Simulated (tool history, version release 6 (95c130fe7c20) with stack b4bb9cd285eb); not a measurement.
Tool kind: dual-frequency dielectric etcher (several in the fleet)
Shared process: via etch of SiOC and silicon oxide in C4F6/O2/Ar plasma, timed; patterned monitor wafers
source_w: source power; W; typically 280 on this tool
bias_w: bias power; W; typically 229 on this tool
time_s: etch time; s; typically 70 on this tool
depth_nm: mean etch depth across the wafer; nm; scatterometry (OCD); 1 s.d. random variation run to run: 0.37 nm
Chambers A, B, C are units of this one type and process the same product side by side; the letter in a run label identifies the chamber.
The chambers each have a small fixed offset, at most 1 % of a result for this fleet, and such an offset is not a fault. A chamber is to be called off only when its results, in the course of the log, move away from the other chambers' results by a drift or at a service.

| run | day | source_w | bias_w | time_s | hours since the last wet clean | hours since the last source power generator calibration | hours since the last bias power generator calibration | read-back reference wafer on the same gauge, depth_nm | depth_nm |
|---|---|---|---|---|---|---|---|---|---|
| 1C | 0.558 | 280 | 229 | 70 | 194.5 | 2764 | 3126.3 | 85.015 | 76.291 |
| 2B | 0.988 | 280 | 229 | 70 | 35.5 | 2127.9 | 2107 | 85.033 | 75.203 |
|  | 1.354 | chamber B: source power generator calibrated |
| 3A | 1.538 | 280 | 229 | 70 | 514.3 | 1019.1 | 596.6 | 84.983 | 74.303 |
| 4A | 1.971 | 280 | 229 | 70 | 524.7 | 1029.5 | 607 | 84.969 | 74.911 |
| 5B | 2.271 | 280 | 229 | 70 | 66.3 | 22 | 2137.8 | 85.03 | 75.075 |
| 6C | 2.767 | 280 | 229 | 70 | 247.5 | 2817 | 3179.3 | 84.991 | 75.026 |
| 7A | 3.321 | 280 | 229 | 70 | 557.1 | 1061.9 | 639.4 | 84.87 | 74.313 |
|  | 3.6 | chamber A: wet clean of the chamber |
| 8C | 3.729 | 280 | 229 | 70 | 270.6 | 2840.1 | 3202.4 | 85.096 | 74.967 |
| 9B | 4 | 280 | 229 | 70 | 107.8 | 63.5 | 2179.3 | 85.06 | 74.98 |
| 10C | 4.267 | 330 | 229 | 70 | 283.5 | 2853 | 3215.3 | 85.033 | 80.325 |
| 11A | 4.846 | 330 | 229 | 70 | 30 | 1098.5 | 676 | 84.961 | 80.228 |
| 12B | 5.254 | 330 | 229 | 70 | 137.9 | 93.6 | 2209.4 | 84.881 | 79.418 |
| 13A | 5.783 | 280 | 229 | 70 | 52.5 | 1121 | 698.5 | 85.058 | 74.984 |
| 14C | 6.388 | 280 | 229 | 70 | 334.4 | 2903.9 | 3266.2 | 85.037 | 75.529 |
| 15B | 6.983 | 320 | 229 | 70 | 179.4 | 135.1 | 2250.9 | 85.036 | 79.013 |
| 16B | 7.488 | 320 | 229 | 70 | 191.5 | 147.2 | 2263 | 85.024 | 78.045 |
| 17C | 7.983 | 320 | 229 | 70 | 372.7 | 2942.2 | 3304.5 | 84.973 | 78.888 |
| 18A | 8.321 | 280 | 229 | 70 | 113.4 | 1181.9 | 759.4 | 84.95 | 74.888 |
| 19A | 8.917 | 280 | 229 | 70 | 127.7 | 1196.2 | 773.7 | 84.991 | 74.942 |
| 20C | 9.367 | 230 | 229 | 84 | 405.9 | 2975.4 | 3337.7 | 85.057 | 83.782 |
| 21B | 9.7 | 230 | 229 | 84 | 244.6 | 200.3 | 2316.1 | 84.936 | 83.457 |
|  | 9.971 | chamber C: wet clean of the chamber |
| 22C | 10.288 | 230 | 229 | 84 | 7.7 | 2997.5 | 3359.8 | 84.945 | 84.026 |
| 23B | 10.879 | 280 | 229 | 70 | 272.9 | 228.6 | 2344.4 | 84.972 | 75.067 |
| 24A | 11.196 | 280 | 176 | 86.5 | 182.4 | 1250.9 | 828.4 | 85.011 | 83.867 |
| 25A | 11.812 | 280 | 176 | 86.5 | 197.2 | 1265.7 | 843.2 | 84.951 | 83.723 |

What goes on in this fleet: one chamber off, a drifting gauge, or nothing beyond the chambers' own small offsets? Name the chamber and the cause, if any.

Beyond each chamber's small constant offset nothing stands out, and the gauge stays steady.
